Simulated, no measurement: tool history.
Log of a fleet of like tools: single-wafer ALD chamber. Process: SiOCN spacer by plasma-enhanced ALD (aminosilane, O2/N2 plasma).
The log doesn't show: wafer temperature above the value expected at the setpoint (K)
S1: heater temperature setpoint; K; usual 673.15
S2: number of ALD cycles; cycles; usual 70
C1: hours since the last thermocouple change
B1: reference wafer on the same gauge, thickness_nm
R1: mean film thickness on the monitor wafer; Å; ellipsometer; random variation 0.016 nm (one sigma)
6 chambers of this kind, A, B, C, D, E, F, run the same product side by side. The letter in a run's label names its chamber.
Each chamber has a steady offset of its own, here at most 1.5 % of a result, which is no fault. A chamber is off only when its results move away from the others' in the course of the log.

run 1B hour=4.3 | S1=673.15 S2=70 | C1=1836.2 | B1=3.6499 | R1=42.373
run 2C hour=12.1 | S1=673.15 S2=70 | C1=508.6 | B1=3.652 | R1=41.913
run 3F hour=21.1 | S1=673.15 S2=70 | C1=2138.9 | B1=3.6525 | R1=42.068
run 4E hour=27 | S1=673.15 S2=70 | C1=1021.5 | B1=3.6508 | R1=41.556
run 5D hour=33.8 | S1=673.15 S2=70 | C1=375.1 | B1=3.6492 | R1=42.537
run 6A hour=41.2 | S1=673.15 S2=70 | C1=671.2 | B1=3.6486 | R1=41.928
run 7C hour=48.3 | S1=673.15 S2=70 | C1=544.8 | B1=3.65 | R1=42.303
run 8B hour=57.6 | S1=673.15 S2=70 | C1=1889.5 | B1=3.6508 | R1=41.833
run 9A hour=62.5 | S1=673.15 S2=70 | C1=692.5 | B1=3.6522 | R1=41.967
run 10D hour=70.2 | S1=673.15 S2=70 | C1=411.5 | B1=3.6515 | R1=42.425
run 11F hour=76.1 | S1=673.15 S2=70 | C1=2193.9 | B1=3.6532 | R1=42.069
run 12E hour=81.7 | S1=673.15 S2=70 | C1=1076.2 | B1=3.6516 | R1=41.561
run 13A hour=85.9 | S1=673.15 S2=70 | C1=715.9 | B1=3.6508 | R1=41.69
run 14E hour=93.8 | S1=673.15 S2=70 | C1=1088.3 | B1=3.6508 | R1=41.707
run 15D hour=99.7 | S1=673.15 S2=70 | C1=441 | B1=3.6544 | R1=42.372
run 16F hour=104.2 | S1=673.15 S2=70 | C1=2222 | B1=3.6497 | R1=42.21
run 17B hour=112.8 | S1=673.15 S2=70 | C1=1944.7 | B1=3.6484 | R1=42.198
run 18C hour=121.5 | S1=673.15 S2=70 | C1=618 | B1=3.6534 | R1=42.603
run 19B hour=130.8 | S1=673.15 S2=70 | C1=1962.7 | B1=3.6501 | R1=42.286
run 20C hour=135.2 | S1=673.15 S2=70 | C1=631.7 | B1=3.6531 | R1=42.146
run 21E hour=142.7 | S1=685.15 S2=82 | C1=1137.2 | B1=3.6491 | R1=47.325
run 22D hour=148.1 | S1=685.15 S2=82 | C1=489.4 | B1=3.6507 | R1=48.052
run 23F hour=155.3 | S1=685.15 S2=82 | C1=2273.1 | B1=3.6514 | R1=47.348
run 24A hour=163.4 | S1=685.15 S2=82 | C1=793.4 | B1=3.6469 | R1=47.394
run 25E hour=169.8 | S1=685.15 S2=82 | C1=1164.3 | B1=3.6535 | R1=47.252
run 26F hour=178 | S1=685.15 S2=82 | C1=2295.8 | B1=3.6456 | R1=47.271
run 27C hour=183.2 | S1=673.15 S2=70 | C1=679.7 | B1=3.6531 | R1=42.179
run 28B hour=192.5 | S1=673.15 S2=70 | C1=2024.4 | B1=3.6496 | R1=42.089
run 29A hour=200.1 | S1=673.15 S2=70 | C1=830.1 | B1=3.651 | R1=41.71
run 30D hour=205.5 | S1=673.15 S2=70 | C1=546.8 | B1=3.6522 | R1=42.366
run 31C hour=209.8 | S1=673.15 S2=70 | C1=706.3 | B1=3.6506 | R1=41.988
run 32B hour=214.4 | S1=673.15 S2=70 | C1=2046.3 | B1=3.6503 | R1=42.238
run 33A hour=223.4 | S1=673.15 S2=70 | C1=853.4 | B1=3.6513 | R1=41.94
run 34F hour=227.8 | S1=682.15 S2=76 | C1=2345.6 | B1=3.65 | R1=44.595
run 35E hour=232 | S1=682.15 S2=76 | C1=1226.5 | B1=3.6487 | R1=43.941
run 36D hour=236.7 | S1=682.15 S2=76 | C1=578 | B1=3.6492 | R1=44.884

Next, every chamber runs the same settings. What will each give?
run 37A hour=243.7 | S1=673.15 S2=77 | R1=?
run 37B hour=243.7 | S1=673.15 S2=77 | R1=?
run 37C hour=243.7 | S1=673.15 S2=77 | R1=?
run 37D hour=243.7 | S1=673.15 S2=77 | R1=?
run 37E hour=243.7 | S1=673.15 S2=77 | R1=?
run 37F hour=243.7 | S1=673.15 S2=77 | R1=?

run=37A R1=46.237
run=37B R1=46.502
run=37C R1=46.51
run=37D R1=46.477
run=37E R1=45.779
run=37F R1=46.127
